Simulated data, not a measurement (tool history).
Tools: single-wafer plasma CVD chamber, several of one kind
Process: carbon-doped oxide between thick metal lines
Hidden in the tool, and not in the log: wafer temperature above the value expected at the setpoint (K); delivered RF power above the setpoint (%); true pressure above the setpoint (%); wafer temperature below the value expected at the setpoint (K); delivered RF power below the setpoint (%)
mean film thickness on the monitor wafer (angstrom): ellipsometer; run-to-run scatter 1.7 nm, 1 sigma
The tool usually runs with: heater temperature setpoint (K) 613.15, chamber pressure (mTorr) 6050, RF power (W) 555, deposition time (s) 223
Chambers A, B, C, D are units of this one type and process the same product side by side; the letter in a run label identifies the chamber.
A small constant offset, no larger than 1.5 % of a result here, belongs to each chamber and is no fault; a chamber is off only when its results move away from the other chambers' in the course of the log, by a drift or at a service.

| run | hour | heater temperature setpoint (K) | chamber pressure (mTorr) | RF power (W) | deposition time (s) | hours since the last thermocouple change | hours since the last RF generator calibration | hours since the last manometer calibration | read-back reference wafer on the same gauge, thickness_nm | mean film thickness on the monitor wafer (angstrom) |
|---|---|---|---|---|---|---|---|---|---|---|
| 1B | 2.9 | 613.15 | 6050 | 555 | 223 | 1210.8 | 847.7 | 1355.5 | 1300.1 | 12593 |
| 2C | 5.7 | 613.15 | 6050 | 555 | 223 | 1521.3 | 1151.4 | 1350.9 | 1300.1 | 12623 |
| 3A | 8.9 | 613.15 | 6050 | 555 | 223 | 184.7 | 1657.5 | 841.1 | 1300.1 | 12539 |
| 4D | 12.9 | 613.15 | 6050 | 555 | 223 | 39.6 | 2062 | 290.1 | 1300.5 | 12824 |
|  | 16.4 | chamber B: RF generator calibrated |
| 5A | 16.8 | 613.15 | 6050 | 555 | 223 | 192.6 | 1665.4 | 849 | 1300.8 | 12501 |
| 6D | 19.4 | 613.15 | 6050 | 555 | 223 | 46.1 | 2068.5 | 296.6 | 1301.3 | 12794 |
|  | 22.6 | chamber C: thermocouple changed; heater temperature recalibrated |
| 7C | 24.6 | 613.15 | 6050 | 555 | 223 | 2.1 | 1170.3 | 1369.8 | 1301.1 | 12644 |
| 8B | 29.3 | 613.15 | 6050 | 555 | 223 | 1237.2 | 13 | 1381.9 | 1301.8 | 12631 |
| 9C | 32.1 | 613.15 | 6050 | 555 | 223 | 9.6 | 1177.8 | 1377.3 | 1301.6 | 12677 |
| 10A | 37 | 613.15 | 6050 | 555 | 223 | 212.8 | 1685.6 | 869.2 | 1301.6 | 12490 |
| 11D | 39.8 | 613.15 | 6050 | 555 | 223 | 66.5 | 2088.9 | 317 | 1301.9 | 12812 |
| 12B | 43.2 | 613.15 | 6050 | 555 | 223 | 1251.1 | 26.9 | 1395.8 | 1302.3 | 12625 |
| 13A | 47.7 | 613.15 | 6050 | 555 | 223 | 223.5 | 1696.3 | 879.9 | 1302.3 | 12497 |
| 14D | 51 | 613.15 | 5130 | 555 | 238 | 77.7 | 2100.1 | 328.2 | 1302.3 | 13378 |
| 15B | 56.5 | 613.15 | 5130 | 555 | 238 | 1264.4 | 40.2 | 1409.1 | 1302.7 | 13197 |
| 16C | 59.9 | 613.15 | 5130 | 555 | 238 | 37.4 | 1205.6 | 1405.1 | 1303.1 | 13202 |
| 17A | 63.9 | 613.15 | 5130 | 555 | 238 | 239.7 | 1712.5 | 896.1 | 1303 | 13090 |
| 18C | 67.6 | 613.15 | 6050 | 555 | 223 | 45.1 | 1213.3 | 1412.8 | 1303.1 | 12724 |
| 19D | 72.3 | 613.15 | 6050 | 555 | 223 | 99 | 2121.4 | 349.5 | 1303.3 | 12821 |
| 20B | 75.1 | 613.15 | 6050 | 555 | 223 | 1283 | 58.8 | 1427.7 | 1303.4 | 12687 |
| 21A | 77.6 | 613.15 | 6050 | 555 | 223 | 253.4 | 1726.2 | 909.8 | 1303.5 | 12530 |
| 22D | 81.3 | 613.15 | 6050 | 555 | 223 | 108 | 2130.4 | 358.5 | 1303.8 | 12863 |
| 23B | 85.3 | 613.15 | 6050 | 555 | 223 | 1293.2 | 69 | 1437.9 | 1304.3 | 12652 |
| 24C | 88.7 | 613.15 | 6050 | 555 | 223 | 66.2 | 1234.4 | 1433.9 | 1303.9 | 12697 |
| 25D | 91.1 | 613.15 | 6050 | 555 | 223 | 117.8 | 2140.2 | 368.3 | 1304 | 12807 |
| 26B | 95.2 | 613.15 | 6050 | 615 | 223 | 1303.1 | 78.9 | 1447.8 | 1304.2 | 13463 |
| 27A | 98.3 | 613.15 | 6050 | 615 | 223 | 274.1 | 1746.9 | 930.5 | 1305 | 13344 |
| 28C | 103.3 | 613.15 | 6050 | 615 | 223 | 80.8 | 1249 | 1448.5 | 1304.8 | 13511 |
| 29A | 106.5 | 613.15 | 6050 | 615 | 223 | 282.3 | 1755.1 | 938.7 | 1304.6 | 13319 |
| 30C | 111.6 | 613.15 | 6050 | 555 | 223 | 89.1 | 1257.3 | 1456.8 | 1305.3 | 12712 |
| 31D | 116.9 | 613.15 | 4750 | 555 | 188 | 143.6 | 2166 | 394.1 | 1305.3 | 10467 |
| 32B | 122 | 613.15 | 4750 | 555 | 188 | 1329.9 | 105.7 | 1474.6 | 1305.6 | 10308 |
| 33A | 125.7 | 613.15 | 4750 | 555 | 188 | 301.5 | 1774.3 | 957.9 | 1305.8 | 10243 |
| 34C | 130.2 | 613.15 | 4750 | 555 | 188 | 107.7 | 1275.9 | 1475.4 | 1305.5 | 10353 |
| 35D | 134.8 | 613.15 | 6050 | 555 | 223 | 161.5 | 2183.9 | 412 | 1306.5 | 12846 |
| 36B | 138.2 | 613.15 | 6050 | 555 | 223 | 1346.1 | 121.9 | 1490.8 | 1306.6 | 12690 |
| 37A | 142 | 613.15 | 6050 | 555 | 223 | 317.8 | 1790.6 | 974.2 | 1306.8 | 12546 |
| 38D | 146.1 | 613.15 | 6050 | 555 | 223 | 172.8 | 2195.2 | 423.3 | 1306.6 | 12842 |

Predict what each chamber gives when all 4 of them run the settings below next.
| 39A | 150 | 613.15 | 6050 | 555 | 223 |  |  |  |  | ? |
| 39B | 150 | 613.15 | 6050 | 555 | 223 |  |  |  |  | ? |
| 39C | 150 | 613.15 | 6050 | 555 | 223 |  |  |  |  | ? |
| 39D | 150 | 613.15 | 6050 | 555 | 223 |  |  |  |  | ? |

| run | mean film thickness on the monitor wafer (angstrom) |
|---|---|
| 39A | 12575 |
| 39B | 12694 |
| 39C | 12705 |
| 39D | 12858 |
